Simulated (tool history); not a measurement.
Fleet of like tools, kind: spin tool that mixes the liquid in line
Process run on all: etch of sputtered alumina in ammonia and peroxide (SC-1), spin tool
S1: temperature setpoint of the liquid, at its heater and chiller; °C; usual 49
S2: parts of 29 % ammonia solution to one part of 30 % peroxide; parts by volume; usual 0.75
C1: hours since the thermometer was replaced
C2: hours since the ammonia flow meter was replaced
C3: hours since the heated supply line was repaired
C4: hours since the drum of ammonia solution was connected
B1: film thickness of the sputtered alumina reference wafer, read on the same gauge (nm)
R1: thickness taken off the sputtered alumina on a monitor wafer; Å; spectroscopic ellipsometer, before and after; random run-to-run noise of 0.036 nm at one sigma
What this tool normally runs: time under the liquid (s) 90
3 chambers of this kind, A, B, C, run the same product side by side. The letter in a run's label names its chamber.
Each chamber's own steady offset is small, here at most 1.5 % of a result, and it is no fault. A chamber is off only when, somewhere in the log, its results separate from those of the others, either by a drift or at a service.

Run 1C, hour 11.4: usual settings; C1 696.3; C2 179.5; C3 1329.1; C4 302.0; B1 49.968. Result: R1 46.410 Å.
Run 2A, hour 18.9: usual settings; C1 1817.1; C2 295.8; C3 248.9; C4 342.1; B1 49.991. Result: R1 47.088 Å.
At hour 24.5: chamber B: thermometer replaced.
Run 3B, hour 27.9: usual settings; C1 3.5; C2 1057.3; C3 509.3; C4 637.8; B1 49.942. Result: R1 46.572 Å.
Run 4B, hour 39.2: usual settings; C1 14.8; C2 1068.6; C3 520.6; C4 649.1; B1 50.013. Result: R1 47.081 Å.
Run 5C, hour 50.3: usual settings; C1 735.2; C2 218.4; C3 1368.0; C4 340.9; B1 49.994. Result: R1 46.897 Å.
Run 6A, hour 55.4: usual settings; C1 1853.6; C2 332.3; C3 285.4; C4 378.6; B1 49.985. Result: R1 47.492 Å.
At hour 56.0: chamber B: ammonia flow meter replaced.
At hour 56.6: chamber A: thermometer replaced.
At hour 61.6: chamber A: new drum of ammonia solution connected.
Run 7C, hour 63.8: usual settings but S2 0.50 parts by volume; C1 748.7; C2 231.9; C3 1381.5; C4 354.4; B1 50.005. Result: R1 45.461 Å.
Run 8A, hour 71.5: usual settings but S2 0.50 parts by volume; C1 14.9; C2 348.4; C3 301.5; C4 9.9; B1 49.967. Result: R1 46.167 Å.
Run 9B, hour 77.7: usual settings but S2 0.50 parts by volume; C1 53.3; C2 21.8; C3 559.1; C4 687.6; B1 49.991. Result: R1 44.989 Å.
Run 10A, hour 87.0: usual settings; C1 30.4; C2 363.9; C3 317.0; C4 25.4; B1 50.020. Result: R1 46.957 Å.
Run 11B, hour 98.0: usual settings; C1 73.6; C2 42.1; C3 579.4; C4 707.9; B1 49.949. Result: R1 46.937 Å.
Run 12C, hour 103.6: usual settings; C1 788.5; C2 271.7; C3 1421.3; C4 394.2; B1 49.959. Result: R1 46.499 Å.
Run 13A, hour 109.8: usual settings; C1 53.2; C2 386.7; C3 339.8; C4 48.2; B1 49.997. Result: R1 47.663 Å.
Run 14C, hour 117.9: usual settings but S2 0.55 parts by volume, time under the liquid (s) 110; C1 802.8; C2 286.0; C3 1435.6; C4 408.5; B1 49.999. Result: R1 56.099 Å.
Run 15B, hour 123.2: usual settings but S2 0.55 parts by volume, time under the liquid (s) 110; C1 98.8; C2 67.3; C3 604.6; C4 733.1; B1 50.012. Result: R1 54.232 Å.
Run 16C, hour 130.5: usual settings but S2 0.55 parts by volume, time under the liquid (s) 110; C1 815.4; C2 298.6; C3 1448.2; C4 421.1; B1 50.022. Result: R1 55.784 Å.
Run 17B, hour 140.9: usual settings; C1 116.5; C2 85.0; C3 622.3; C4 750.8; B1 49.968. Result: R1 45.717 Å.
Run 18A, hour 149.4: usual settings but time under the liquid (s) 125; C1 92.8; C2 426.3; C3 379.4; C4 87.8; B1 49.983. Result: R1 65.615 Å.
Run 19A, hour 160.8: usual settings but time under the liquid (s) 125; C1 104.2; C2 437.7; C3 390.8; C4 99.2; B1 50.015. Result: R1 65.706 Å.
Run 20C, hour 172.0: usual settings but time under the liquid (s) 125; C1 856.9; C2 340.1; C3 1489.7; C4 462.6; B1 49.957. Result: R1 64.838 Å.
Run 21B, hour 180.9: usual settings; C1 156.5; C2 125.0; C3 662.3; C4 790.8; B1 50.023. Result: R1 45.037 Å.
Run 22A, hour 188.2: usual settings; C1 131.6; C2 465.1; C3 418.2; C4 126.6; B1 50.013. Result: R1 47.327 Å.
Run 23C, hour 198.9: usual settings; C1 883.8; C2 367.0; C3 1516.6; C4 489.5; B1 49.996. Result: R1 47.068 Å.
Run 24B, hour 207.7: usual settings; C1 183.3; C2 151.8; C3 689.1; C4 817.6; B1 49.971. Result: R1 44.143 Å.
Run 25C, hour 216.9: usual settings; C1 901.8; C2 385.0; C3 1534.6; C4 507.5; B1 49.995. Result: R1 46.670 Å.
Run 26A, hour 224.2: usual settings; C1 167.6; C2 501.1; C3 454.2; C4 162.6; B1 50.021. Result: R1 47.492 Å.
Run 27B, hour 233.6: usual settings; C1 209.2; C2 177.7; C3 715.0; C4 843.5; B1 49.983. Result: R1 44.159 Å.
Run 28B, hour 240.8: usual settings; C1 216.4; C2 184.9; C3 722.2; C4 850.7; B1 49.994. Result: R1 43.410 Å.
Run 29A, hour 247.4: usual settings; C1 190.8; C2 524.3; C3 477.4; C4 185.8; B1 49.989. Result: R1 47.589 Å.
Run 30C, hour 257.4: usual settings; C1 942.3; C2 425.5; C3 1575.1; C4 548.0; B1 49.993. Result: R1 46.897 Å.
Run 31A, hour 267.1: usual settings; C1 210.5; C2 544.0; C3 497.1; C4 205.5; B1 50.014. Result: R1 48.207 Å.
Run 32C, hour 273.7: usual settings; C1 958.6; C2 441.8; C3 1591.4; C4 564.3; B1 50.001. Result: R1 47.183 Å.
Run 33B, hour 283.0: usual settings; C1 258.6; C2 227.1; C3 764.4; C4 892.9; B1 49.984. Result: R1 42.985 Å.
Run 34C, hour 293.8: usual settings; C1 978.7; C2 461.9; C3 1611.5; C4 584.4; B1 49.973. Result: R1 46.317 Å.

All 3 chambers run these settings next. Forecast each chamber's results:
Run 35A, hour 302.1: usual settings. Result: R1 ?.
Run 35B, hour 302.1: usual settings. Result: R1 ?.
Run 35C, hour 302.1: usual settings. Result: R1 ?.

run      R1
35A  47.728
35B  42.367
35C  46.545

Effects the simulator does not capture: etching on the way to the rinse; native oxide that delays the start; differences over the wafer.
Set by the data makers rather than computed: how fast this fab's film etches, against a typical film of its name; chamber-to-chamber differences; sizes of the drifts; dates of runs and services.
